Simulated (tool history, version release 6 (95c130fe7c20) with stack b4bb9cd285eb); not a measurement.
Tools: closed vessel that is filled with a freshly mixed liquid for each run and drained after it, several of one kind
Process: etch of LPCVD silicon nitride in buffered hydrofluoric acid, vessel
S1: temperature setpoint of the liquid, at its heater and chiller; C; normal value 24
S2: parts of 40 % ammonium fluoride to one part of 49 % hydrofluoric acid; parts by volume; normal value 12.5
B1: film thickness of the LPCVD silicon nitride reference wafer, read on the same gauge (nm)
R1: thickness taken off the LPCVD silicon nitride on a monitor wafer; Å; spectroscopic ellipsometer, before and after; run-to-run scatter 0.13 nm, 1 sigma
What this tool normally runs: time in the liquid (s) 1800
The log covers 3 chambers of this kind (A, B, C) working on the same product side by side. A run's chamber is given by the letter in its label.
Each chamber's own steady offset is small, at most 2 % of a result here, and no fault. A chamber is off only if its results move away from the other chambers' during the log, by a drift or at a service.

{"run": "1B", "hour": 3.3, "S1": 24, "S2": 12.5, "time in the liquid (s)": 1800, "B1": 129.98, "R1": 214.21}
{"run": "2C", "hour": 6.9, "S1": 24, "S2": 12.5, "time in the liquid (s)": 1800, "B1": 130.01, "R1": 213.98}
{"run": "3A", "hour": 10.5, "S1": 24, "S2": 12.5, "time in the liquid (s)": 1800, "B1": 130.01, "R1": 212.67}
{"run": "4C", "hour": 16.9, "S1": 24, "S2": 12.5, "time in the liquid (s)": 1800, "B1": 129.99, "R1": 214.46}
{"run": "5A", "hour": 21.8, "S1": 24, "S2": 12.5, "time in the liquid (s)": 1800, "B1": 129.99, "R1": 211.31}
{"run": "6B", "hour": 25.1, "S1": 24, "S2": 12.5, "time in the liquid (s)": 1800, "B1": 130.02, "R1": 211.89}
{"run": "7C", "hour": 31.4, "S1": 24, "S2": 12.5, "time in the liquid (s)": 1800, "B1": 129.99, "R1": 214.94}
{"run": "8A", "hour": 38.3, "S1": 24, "S2": 12.5, "time in the liquid (s)": 1800, "B1": 130.03, "R1": 212.51}
{"run": "9B", "hour": 43.4, "S1": 24, "S2": 12.5, "time in the liquid (s)": 1800, "B1": 130, "R1": 214.54}
{"run": "10A", "hour": 50.1, "S1": 24, "S2": 12.5, "time in the liquid (s)": 1800, "B1": 130, "R1": 210.07}
{"run": "11C", "hour": 55.7, "S1": 28, "S2": 12.5, "time in the liquid (s)": 1800, "B1": 129.98, "R1": 267.62}
{"hour": 59.7, "done": "chamber A: hydrofluoric acid flow meter replaced"}
{"run": "12B", "hour": 59.7, "S1": 28, "S2": 12.5, "time in the liquid (s)": 1800, "B1": 130, "R1": 266.27}
{"run": "13A", "hour": 66.4, "S1": 28, "S2": 12.5, "time in the liquid (s)": 1800, "B1": 130.01, "R1": 257.52}
{"run": "14B", "hour": 70.2, "S1": 24, "S2": 10, "time in the liquid (s)": 1800, "B1": 130.03, "R1": 262.89}
{"run": "15C", "hour": 77.1, "S1": 24, "S2": 10, "time in the liquid (s)": 1800, "B1": 129.99, "R1": 265.36}
{"run": "16B", "hour": 82.1, "S1": 24, "S2": 10, "time in the liquid (s)": 1800, "B1": 130, "R1": 261.11}
{"run": "17C", "hour": 88.7, "S1": 24, "S2": 12.5, "time in the liquid (s)": 1800, "B1": 130, "R1": 213.04}
{"run": "18A", "hour": 95.2, "S1": 24, "S2": 12.5, "time in the liquid (s)": 1800, "B1": 129.97, "R1": 203.51}
{"run": "19B", "hour": 101.8, "S1": 24, "S2": 12.5, "time in the liquid (s)": 1800, "B1": 130.01, "R1": 215.11}
{"run": "20A", "hour": 107.9, "S1": 24, "S2": 12.5, "time in the liquid (s)": 1800, "B1": 130.02, "R1": 200.81}
{"run": "21C", "hour": 114.0, "S1": 24, "S2": 12.5, "time in the liquid (s)": 1800, "B1": 129.98, "R1": 214.31}
{"run": "22B", "hour": 119.8, "S1": 24, "S2": 12.5, "time in the liquid (s)": 1800, "B1": 130, "R1": 212.09}
{"run": "23A", "hour": 125.9, "S1": 24, "S2": 14.5, "time in the liquid (s)": 1330, "B1": 129.96, "R1": 128.24}
{"run": "24C", "hour": 131.1, "S1": 24, "S2": 14.5, "time in the liquid (s)": 1330, "B1": 129.98, "R1": 137.17}
{"run": "25C", "hour": 134.4, "S1": 24, "S2": 14.5, "time in the liquid (s)": 1330, "B1": 129.99, "R1": 136.92}

Each of the 3 chambers runs these same settings next. Fill in every chamber's results:
{"run": "26A", "hour": 139.8, "S1": 24, "S2": 12.5, "time in the liquid (s)": 925, "R1": "?"}
{"run": "26B", "hour": 139.8, "S1": 24, "S2": 12.5, "time in the liquid (s)": 925, "R1": "?"}
{"run": "26C", "hour": 139.8, "S1": 24, "S2": 12.5, "time in the liquid (s)": 925, "R1": "?"}

run=26A R1=100.5
run=26B R1=109.51
run=26C R1=110.11
